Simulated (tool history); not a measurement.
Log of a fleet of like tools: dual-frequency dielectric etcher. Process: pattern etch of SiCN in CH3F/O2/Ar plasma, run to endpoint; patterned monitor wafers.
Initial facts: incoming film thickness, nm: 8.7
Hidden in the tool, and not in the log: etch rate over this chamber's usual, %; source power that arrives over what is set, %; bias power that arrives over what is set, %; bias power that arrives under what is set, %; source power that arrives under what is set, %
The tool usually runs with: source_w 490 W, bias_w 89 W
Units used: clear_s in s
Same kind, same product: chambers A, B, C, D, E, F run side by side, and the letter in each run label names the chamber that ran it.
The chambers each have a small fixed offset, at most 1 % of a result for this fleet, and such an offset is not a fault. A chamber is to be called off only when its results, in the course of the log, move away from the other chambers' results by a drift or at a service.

run,hour,source_w,bias_w,hours since the last wet clean,hours since the last source power generator calibration,hours since the last bias power generator calibration,clear_s
# hour 0.3: chamber C: wet clean of the chamber
1C,11.2,490,89,10.9,820.8,943.4,19.982
2D,18.4,490,89,434.1,2427.7,100.9,19.964
# hour 18.7: chamber F: wet clean of the chamber
# hour 23.5: chamber D: wet clean of the chamber
3A,26.8,490,89,317.2,1532.4,683.1,19.968
# hour 32.2: chamber E: wet clean of the chamber
4B,36.9,490,89,353.8,687.1,946.5,19.927
5F,46.3,490,89,27.6,77.4,1586.4,19.941
6E,58.1,490,89,26,1873.4,3401.3,19.934
7D,67.6,490,89,44.2,2476.9,150.1,19.823
# hour 71.8: chamber E: bias power generator calibrated
8F,74.1,490,89,55.4,105.2,1614.2,20.077
9C,82.4,490,89,82.1,892,1014.6,20.016
10E,88.6,490,89,56.5,1903.9,16.9,19.879
11A,97.4,490,89,387.8,1603,753.7,19.825
12B,104.9,490,89,421.8,755.1,1014.5,19.895
13A,110.2,490,89,400.6,1615.8,766.5,19.806
# hour 115.1: chamber B: wet clean of the chamber
14C,120.4,490,74,120.1,930,1052.6,21.388
15B,131.1,490,74,16.1,781.3,1040.7,21.217
16E,141.9,490,74,109.8,1957.2,70.2,21.223
17F,151.8,490,74,133.1,182.9,1691.9,21.33
18D,157.7,490,74,134.3,2567,240.2,21.361
19F,166,490,74,147.3,197.1,1706.1,21.455
20B,175.4,490,89,60.4,825.6,1085,19.884
21E,182.5,490,89,150.4,1997.8,110.8,20.037
22A,190.3,490,89,480.7,1695.9,846.6,19.991
23C,199.5,490,89,199.2,1009.1,1131.7,20.143
24D,207.9,490,89,184.5,2617.2,290.4,19.949
25F,220,490,89,201.3,251.1,1760.1,20
26B,231.7,490,89,116.7,881.9,1141.3,19.933
# hour 231.8: chamber A: wet clean of the chamber
27D,243.6,380,110,220.2,2652.9,326.1,20.317
28E,254.9,380,110,222.8,2070.2,183.2,20.115
29A,262.1,380,110,30.4,1767.7,918.4,20.282
30C,271.1,380,110,270.8,1080.7,1203.3,20.151
31A,282.3,380,110,50.6,1787.9,938.6,20.215
32F,289.9,380,110,271.2,321,1830,20.328
33E,300.3,490,89,268.2,2115.6,228.6,19.985
34D,307.6,490,89,284.2,2716.9,390.1,20.117
35B,314.7,490,89,199.7,964.9,1224.3,19.948
# hour 316.3: chamber F: bias power generator calibrated
36C,320.1,490,89,319.8,1129.7,1252.3,19.96
37B,329.6,490,89,214.6,979.8,1239.2,19.911
38D,335.8,490,89,312.4,2745.1,418.3,19.883
39A,348,490,89,116.3,1853.6,1004.3,19.91
40F,359.1,490,89,340.4,390.2,42.8,20.061

Is one chamber out of step, is the gauge drifting, or do the chambers differ by no more than their own small offsets? For an off chamber, give its letter and the likeliest cause.

No chamber stands off beyond its own small offset, and the gauge holds steady.

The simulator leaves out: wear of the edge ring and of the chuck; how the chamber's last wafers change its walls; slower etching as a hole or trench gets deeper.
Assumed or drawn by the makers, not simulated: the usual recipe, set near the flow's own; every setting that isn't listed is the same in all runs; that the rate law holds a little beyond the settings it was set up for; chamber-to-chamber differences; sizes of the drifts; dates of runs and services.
